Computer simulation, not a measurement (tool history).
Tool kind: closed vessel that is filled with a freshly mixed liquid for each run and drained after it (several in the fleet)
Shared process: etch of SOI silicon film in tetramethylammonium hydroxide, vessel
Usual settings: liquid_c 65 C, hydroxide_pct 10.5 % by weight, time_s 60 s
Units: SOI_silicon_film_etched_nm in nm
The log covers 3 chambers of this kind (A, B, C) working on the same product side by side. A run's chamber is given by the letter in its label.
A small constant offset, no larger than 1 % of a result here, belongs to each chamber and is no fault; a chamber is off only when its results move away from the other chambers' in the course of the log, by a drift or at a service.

run	hour	liquid_c	hydroxide_pct	time_s	read-back film thickness of the SOI silicon film reference wafer, read on the same gauge (nm)	SOI_silicon_film_etched_nm
1B	13.8	65	10.5	60	79.998	320.78
2C	25.6	65	10.5	60	80.019	321.48
3A	32.7	65	10.5	60	79.968	317.77
4C	46.4	65	10.5	60	80.000	316.42
5A	53.5	65	10.5	60	80.003	315.86
6B	68.4	65	10.5	60	79.990	309.33
7B	82.8	65	10.5	60	79.983	310.84
8C	97.8	65	10.5	60	80.030	311.97
9A	106.6	65	10.5	60	79.966	314.59
10A	114.9	65	10.5	60	80.048	313.72
11B	127.8	65	10.5	60	79.991	313.45
12C	136.8	65	10.5	60	80.019	315.44
13B	143.8	65	10.5	60	79.934	308.48
14A	151.3	65	10.5	60	80.036	322.58
15C	163.3	65	10.5	60	79.988	318.25
16C	170.3	65	10.5	60	79.983	315.51
17A	179.8	65	10.5	60	80.022	315.47
18B	190.7	65	10.5	60	80.027	303.57
19C	203.5	65	10.5	60	80.034	315.82
20B	212.0	65	8.0	60	80.015	333.69
21A	218.7	65	8.0	60	79.998	344.80
22B	231.0	65	8.0	60	80.036	328.21
23C	245.8	65	10.5	60	79.972	312.08
24A	254.3	65	10.5	60	79.966	314.50

Each of the 3 chambers runs these same settings next. Fill in every chamber's results:
25A	265.1	68	10.5	60		?
25B	265.1	68	10.5	60		?
25C	265.1	68	10.5	60		?

run	SOI_silicon_film_etched_nm
25A	380.01
25B	357.36
25C	378.07
